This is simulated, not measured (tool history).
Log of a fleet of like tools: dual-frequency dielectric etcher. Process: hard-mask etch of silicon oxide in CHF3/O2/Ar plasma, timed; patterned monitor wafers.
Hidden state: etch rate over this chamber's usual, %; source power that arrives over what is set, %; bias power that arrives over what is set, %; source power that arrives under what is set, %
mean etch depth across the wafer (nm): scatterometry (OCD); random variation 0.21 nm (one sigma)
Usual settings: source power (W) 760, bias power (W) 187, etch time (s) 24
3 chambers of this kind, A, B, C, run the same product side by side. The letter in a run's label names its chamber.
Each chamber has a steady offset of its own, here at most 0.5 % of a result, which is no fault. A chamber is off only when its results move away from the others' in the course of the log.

| run | hour | source power (W) | bias power (W) | etch time (s) | hours since the last wet clean | hours since the last source power generator calibration | hours since the last bias power generator calibration | read-back reference wafer on the same gauge, depth_nm | mean etch depth across the wafer (nm) |
|---|---|---|---|---|---|---|---|---|---|
| 1B | 5.0 | 760 | 187 | 24 | 666.6 | 3073.7 | 907.2 | 48.139 | 52.608 |
| 2A | 9.6 | 760 | 187 | 24 | 240.4 | 1589.0 | 1697.2 | 48.095 | 52.159 |
| 3C | 13.6 | 760 | 187 | 24 | 237.9 | 3375.2 | 429.5 | 48.120 | 52.459 |
| 4B | 18.7 | 760 | 187 | 24 | 680.3 | 3087.4 | 920.9 | 48.122 | 52.356 |
| 5C | 22.1 | 760 | 187 | 24 | 246.4 | 3383.7 | 438.0 | 48.069 | 52.404 |
| 6A | 28.6 | 760 | 187 | 24 | 259.4 | 1608.0 | 1716.2 | 48.068 | 52.318 |
| 7B | 35.1 | 760 | 187 | 24 | 696.7 | 3103.8 | 937.3 | 48.076 | 52.404 |
| 8A | 39.4 | 760 | 187 | 24 | 270.2 | 1618.8 | 1727.0 | 48.138 | 52.106 |
|  | 39.8 | chamber B: wet clean of the chamber |
| 9C | 42.6 | 760 | 187 | 24 | 266.9 | 3404.2 | 458.5 | 48.153 | 52.679 |
| 10B | 48.5 | 760 | 187 | 24 | 8.7 | 3117.2 | 950.7 | 48.140 | 52.677 |
| 11A | 53.4 | 760 | 187 | 24 | 284.2 | 1632.8 | 1741.0 | 48.144 | 52.518 |
| 12C | 58.7 | 760 | 187 | 21 | 283.0 | 3420.3 | 474.6 | 48.110 | 45.731 |
| 13C | 64.1 | 760 | 187 | 21 | 288.4 | 3425.7 | 480.0 | 48.087 | 45.959 |
| 14A | 68.4 | 760 | 187 | 21 | 299.2 | 1647.8 | 1756.0 | 48.154 | 45.873 |
| 15B | 75.0 | 760 | 187 | 24 | 35.2 | 3143.7 | 977.2 | 48.094 | 52.535 |
| 16C | 80.1 | 760 | 187 | 24 | 304.4 | 3441.7 | 496.0 | 48.124 | 52.817 |
| 17B | 84.7 | 760 | 187 | 24 | 44.9 | 3153.4 | 986.9 | 48.089 | 52.142 |
| 18A | 87.7 | 760 | 187 | 24 | 318.5 | 1667.1 | 1775.3 | 48.096 | 52.173 |
| 19C | 90.7 | 760 | 187 | 24 | 315.0 | 3452.3 | 506.6 | 48.073 | 52.753 |
| 20A | 97.1 | 760 | 187 | 24 | 327.9 | 1676.5 | 1784.7 | 48.138 | 52.566 |
| 21B | 102.6 | 760 | 187 | 24 | 62.8 | 3171.3 | 1004.8 | 48.045 | 52.311 |
|  | 103.3 | chamber B: source power generator calibrated |
| 22C | 106.9 | 760 | 187 | 24 | 331.2 | 3468.5 | 522.8 | 48.087 | 52.637 |
| 23A | 110.6 | 760 | 187 | 24 | 341.4 | 1690.0 | 1798.2 | 48.143 | 52.645 |
| 24B | 114.7 | 760 | 187 | 24 | 74.9 | 11.4 | 1016.9 | 48.095 | 52.607 |
| 25B | 119.3 | 760 | 187 | 24 | 79.5 | 16.0 | 1021.5 | 48.058 | 52.682 |
| 26C | 125.1 | 760 | 187 | 24 | 349.4 | 3486.7 | 541.0 | 48.120 | 52.831 |
| 27A | 128.1 | 600 | 206 | 24 | 358.9 | 1707.5 | 1815.7 | 48.104 | 49.401 |
| 28A | 134.4 | 600 | 206 | 24 | 365.2 | 1713.8 | 1822.0 | 48.084 | 49.875 |
| 29C | 141.0 | 600 | 206 | 24 | 365.3 | 3502.6 | 556.9 | 48.118 | 49.254 |
| 30B | 146.8 | 760 | 187 | 24 | 107.0 | 43.5 | 1049.0 | 48.057 | 52.425 |
| 31B | 152.4 | 760 | 187 | 24 | 112.6 | 49.1 | 1054.6 | 48.039 | 52.248 |
| 32A | 155.9 | 760 | 208 | 20 | 386.7 | 1735.3 | 1843.5 | 48.101 | 45.180 |
| 33C | 162.2 | 760 | 208 | 20 | 386.5 | 3523.8 | 578.1 | 48.076 | 45.502 |
| 34B | 167.0 | 760 | 208 | 20 | 127.2 | 63.7 | 1069.2 | 48.098 | 45.191 |
| 35C | 171.2 | 760 | 187 | 24 | 395.5 | 3532.8 | 587.1 | 48.062 | 52.513 |
| 36A | 174.5 | 760 | 187 | 24 | 405.3 | 1753.9 | 1862.1 | 48.097 | 52.445 |
| 37C | 177.4 | 760 | 187 | 24 | 401.7 | 3539.0 | 593.3 | 48.125 | 52.717 |
|  | 178.3 | chamber A: bias power generator calibrated |
| 38B | 181.8 | 760 | 187 | 24 | 142.0 | 78.5 | 1084.0 | 48.107 | 52.555 |
| 39A | 188.4 | 760 | 187 | 30 | 419.2 | 1767.8 | 10.1 | 48.107 | 65.166 |
|  | 191.5 | chamber A: wet clean of the chamber |
| 40A | 192.0 | 760 | 187 | 30 | 0.5 | 1771.4 | 13.7 | 48.077 | 65.478 |
| 41C | 196.2 | 760 | 187 | 30 | 420.5 | 3557.8 | 612.1 | 48.086 | 66.215 |
| 42B | 199.5 | 760 | 187 | 24 | 159.7 | 96.2 | 1101.7 | 48.055 | 52.567 |

All 3 chambers run these settings next. Forecast each chamber's results:
| 43A | 204.3 | 760 | 187 | 24 |  |  |  |  | ? |
| 43B | 204.3 | 760 | 187 | 24 |  |  |  |  | ? |
| 43C | 204.3 | 760 | 187 | 24 |  |  |  |  | ? |

| run | mean etch depth across the wafer (nm) |
|---|---|
| 43A | 52.706 |
| 43B | 52.694 |
| 43C | 52.515 |
